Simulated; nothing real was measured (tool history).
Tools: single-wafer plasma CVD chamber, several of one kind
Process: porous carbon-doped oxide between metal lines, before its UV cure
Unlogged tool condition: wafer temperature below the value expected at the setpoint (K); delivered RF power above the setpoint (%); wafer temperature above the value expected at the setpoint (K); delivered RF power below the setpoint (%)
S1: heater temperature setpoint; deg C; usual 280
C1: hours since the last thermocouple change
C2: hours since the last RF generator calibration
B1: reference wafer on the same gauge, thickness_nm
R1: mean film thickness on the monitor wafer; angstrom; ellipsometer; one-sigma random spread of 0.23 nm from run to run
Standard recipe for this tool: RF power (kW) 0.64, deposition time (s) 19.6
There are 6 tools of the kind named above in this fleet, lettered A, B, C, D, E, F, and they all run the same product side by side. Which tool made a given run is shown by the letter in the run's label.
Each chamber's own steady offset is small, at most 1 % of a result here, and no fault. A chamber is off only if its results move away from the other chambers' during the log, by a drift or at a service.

run 1E hour=3.9 | S1=280 RF_power_(kW)=0.64 deposition_time_(s)=19.6 | C1=740.7 C2=832.9 | B1=116.96 | R1=1422.3
run 2C hour=7.2 | S1=280 RF_power_(kW)=0.64 deposition_time_(s)=19.6 | C1=1811.3 C2=633.9 | B1=116.98 | R1=1424.4
run 3B hour=11.4 | S1=280 RF_power_(kW)=0.64 deposition_time_(s)=19.6 | C1=50.4 C2=107.1 | B1=116.93 | R1=1413.5
run 4A hour=14.2 | S1=280 RF_power_(kW)=0.64 deposition_time_(s)=19.6 | C1=114.7 C2=1931.5 | B1=116.91 | R1=1437.2
run 5F hour=17.1 | S1=280 RF_power_(kW)=0.64 deposition_time_(s)=19.6 | C1=2176.1 C2=2577.7 | B1=116.93 | R1=1421.1
run 6D hour=21.2 | S1=280 RF_power_(kW)=0.64 deposition_time_(s)=19.6 | C1=2217.8 C2=807.3 | B1=116.88 | R1=1426.7
run 7B hour=25.8 | S1=280 RF_power_(kW)=0.64 deposition_time_(s)=19.6 | C1=64.8 C2=121.5 | B1=116.87 | R1=1415.7
run 8D hour=28.7 | S1=280 RF_power_(kW)=0.64 deposition_time_(s)=19.6 | C1=2225.3 C2=814.8 | B1=116.89 | R1=1424.6
run 9C hour=30.9 | S1=280 RF_power_(kW)=0.64 deposition_time_(s)=19.6 | C1=1835 C2=657.6 | B1=116.86 | R1=1420.8
run 10F hour=33.2 | S1=280 RF_power_(kW)=0.64 deposition_time_(s)=19.6 | C1=2192.2 C2=2593.8 | B1=116.83 | R1=1419.7
run 11A hour=36.1 | S1=280 RF_power_(kW)=0.64 deposition_time_(s)=19.6 | C1=136.6 C2=1953.4 | B1=116.78 | R1=1431.1
run 12E hour=38.9 | S1=280 RF_power_(kW)=0.64 deposition_time_(s)=19.6 | C1=775.7 C2=867.9 | B1=116.82 | R1=1424.1
run 13E hour=41.1 | S1=280 RF_power_(kW)=0.64 deposition_time_(s)=19.6 | C1=777.9 C2=870.1 | B1=116.83 | R1=1420.5
run 14A hour=45.1 | S1=280 RF_power_(kW)=0.64 deposition_time_(s)=19.6 | C1=145.6 C2=1962.4 | B1=116.77 | R1=1432.5
run 15B hour=48.5 | S1=280 RF_power_(kW)=0.64 deposition_time_(s)=19.6 | C1=87.5 C2=144.2 | B1=116.74 | R1=1410
run 16D hour=51.3 | S1=280 RF_power_(kW)=0.64 deposition_time_(s)=19.6 | C1=2247.9 C2=837.4 | B1=116.74 | R1=1421.4
run 17C hour=53.5 | S1=280 RF_power_(kW)=0.64 deposition_time_(s)=19.6 | C1=1857.6 C2=680.2 | B1=116.74 | R1=1421.4
run 18F hour=57.6 | S1=280 RF_power_(kW)=0.64 deposition_time_(s)=19.6 | C1=2216.6 C2=2618.2 | B1=116.67 | R1=1418.7
run 19A hour=62 | S1=280 RF_power_(kW)=0.64 deposition_time_(s)=19.6 | C1=162.5 C2=1979.3 | B1=116.67 | R1=1433
-- hour=62.4 chamber E: thermocouple changed; heater temperature recalibrated
run 20B hour=66.4 | S1=280 RF_power_(kW)=0.64 deposition_time_(s)=19.6 | C1=105.4 C2=162.1 | B1=116.68 | R1=1406.4
run 21D hour=70.8 | S1=272 RF_power_(kW)=0.64 deposition_time_(s)=22.2 | C1=2267.4 C2=856.9 | B1=116.64 | R1=1687.1
run 22C hour=73.2 | S1=272 RF_power_(kW)=0.64 deposition_time_(s)=22.2 | C1=1877.3 C2=699.9 | B1=116.65 | R1=1694.1
run 23F hour=77.2 | S1=272 RF_power_(kW)=0.64 deposition_time_(s)=22.2 | C1=2236.2 C2=2637.8 | B1=116.65 | R1=1687.6
run 24E hour=81 | S1=272 RF_power_(kW)=0.64 deposition_time_(s)=22.2 | C1=18.7 C2=910 | B1=116.62 | R1=1684.7
run 25E hour=84.1 | S1=272 RF_power_(kW)=0.64 deposition_time_(s)=22.2 | C1=21.8 C2=913.1 | B1=116.59 | R1=1682.2
run 26B hour=87 | S1=272 RF_power_(kW)=0.64 deposition_time_(s)=22.2 | C1=126 C2=182.7 | B1=116.59 | R1=1666.5
run 27C hour=90.3 | S1=280 RF_power_(kW)=0.64 deposition_time_(s)=19.6 | C1=1894.4 C2=717 | B1=116.52 | R1=1422.4
run 28D hour=92.9 | S1=280 RF_power_(kW)=0.64 deposition_time_(s)=16.3 | C1=2289.5 C2=879 | B1=116.53 | R1=1188.6
run 29F hour=95.3 | S1=280 RF_power_(kW)=0.64 deposition_time_(s)=16.3 | C1=2254.3 C2=2655.9 | B1=116.5 | R1=1186.6
run 30A hour=97.6 | S1=280 RF_power_(kW)=0.64 deposition_time_(s)=16.3 | C1=198.1 C2=2014.9 | B1=116.53 | R1=1196.1
run 31D hour=100.1 | S1=280 RF_power_(kW)=0.64 deposition_time_(s)=16.3 | C1=2296.7 C2=886.2 | B1=116.51 | R1=1184.9
-- hour=103.3 chamber D: thermocouple changed; heater temperature recalibrated
run 32E hour=104.4 | S1=280 RF_power_(kW)=0.64 deposition_time_(s)=16.3 | C1=42.1 C2=933.4 | B1=116.48 | R1=1183.7
run 33C hour=107.7 | S1=280 RF_power_(kW)=0.64 deposition_time_(s)=16.3 | C1=1911.8 C2=734.4 | B1=116.47 | R1=1189.7
run 34F hour=110 | S1=280 RF_power_(kW)=0.64 deposition_time_(s)=19.6 | C1=2269 C2=2670.6 | B1=116.47 | R1=1420.2
run 35A hour=114.4 | S1=280 RF_power_(kW)=0.64 deposition_time_(s)=19.6 | C1=214.9 C2=2031.7 | B1=116.4 | R1=1432.2
run 36B hour=118.4 | S1=280 RF_power_(kW)=0.64 deposition_time_(s)=19.6 | C1=157.4 C2=214.1 | B1=116.46 | R1=1405.8
run 37B hour=121.3 | S1=280 RF_power_(kW)=0.64 deposition_time_(s)=19.6 | C1=160.3 C2=217 | B1=116.38 | R1=1409.1
run 38D hour=124 | S1=280 RF_power_(kW)=0.64 deposition_time_(s)=19.6 | C1=20.8 C2=910.1 | B1=116.39 | R1=1415.8
run 39A hour=128.8 | S1=280 RF_power_(kW)=0.64 deposition_time_(s)=19.6 | C1=229.3 C2=2046.1 | B1=116.41 | R1=1433.7
run 40F hour=132.8 | S1=280 RF_power_(kW)=0.64 deposition_time_(s)=19.6 | C1=2291.8 C2=2693.4 | B1=116.37 | R1=1418
run 41C hour=137.6 | S1=280 RF_power_(kW)=0.69 deposition_time_(s)=20.8 | C1=1941.7 C2=764.3 | B1=116.31 | R1=1575.5
run 42E hour=141.2 | S1=280 RF_power_(kW)=0.69 deposition_time_(s)=20.8 | C1=78.9 C2=970.2 | B1=116.28 | R1=1573
run 43A hour=146.1 | S1=280 RF_power_(kW)=0.69 deposition_time_(s)=20.8 | C1=246.6 C2=2063.4 | B1=116.27 | R1=1587.5
run 44F hour=149.4 | S1=280 RF_power_(kW)=0.69 deposition_time_(s)=20.8 | C1=2308.4 C2=2710 | B1=116.25 | R1=1574.4

All chambers now run identical settings, listed one chamber a line with results as question marks. What results will each chamber show?
run 45A hour=153 | S1=280 RF_power_(kW)=0.64 deposition_time_(s)=23.2 | R1=?
run 45B hour=153 | S1=280 RF_power_(kW)=0.64 deposition_time_(s)=23.2 | R1=?
run 45C hour=153 | S1=280 RF_power_(kW)=0.64 deposition_time_(s)=23.2 | R1=?
run 45D hour=153 | S1=280 RF_power_(kW)=0.64 deposition_time_(s)=23.2 | R1=?
run 45E hour=153 | S1=280 RF_power_(kW)=0.64 deposition_time_(s)=23.2 | R1=?
run 45F hour=153 | S1=280 RF_power_(kW)=0.64 deposition_time_(s)=23.2 | R1=?

run=45A R1=1674.3
run=45B R1=1652.4
run=45C R1=1663.9
run=45D R1=1671.5
run=45E R1=1657.4
run=45F R1=1670.5
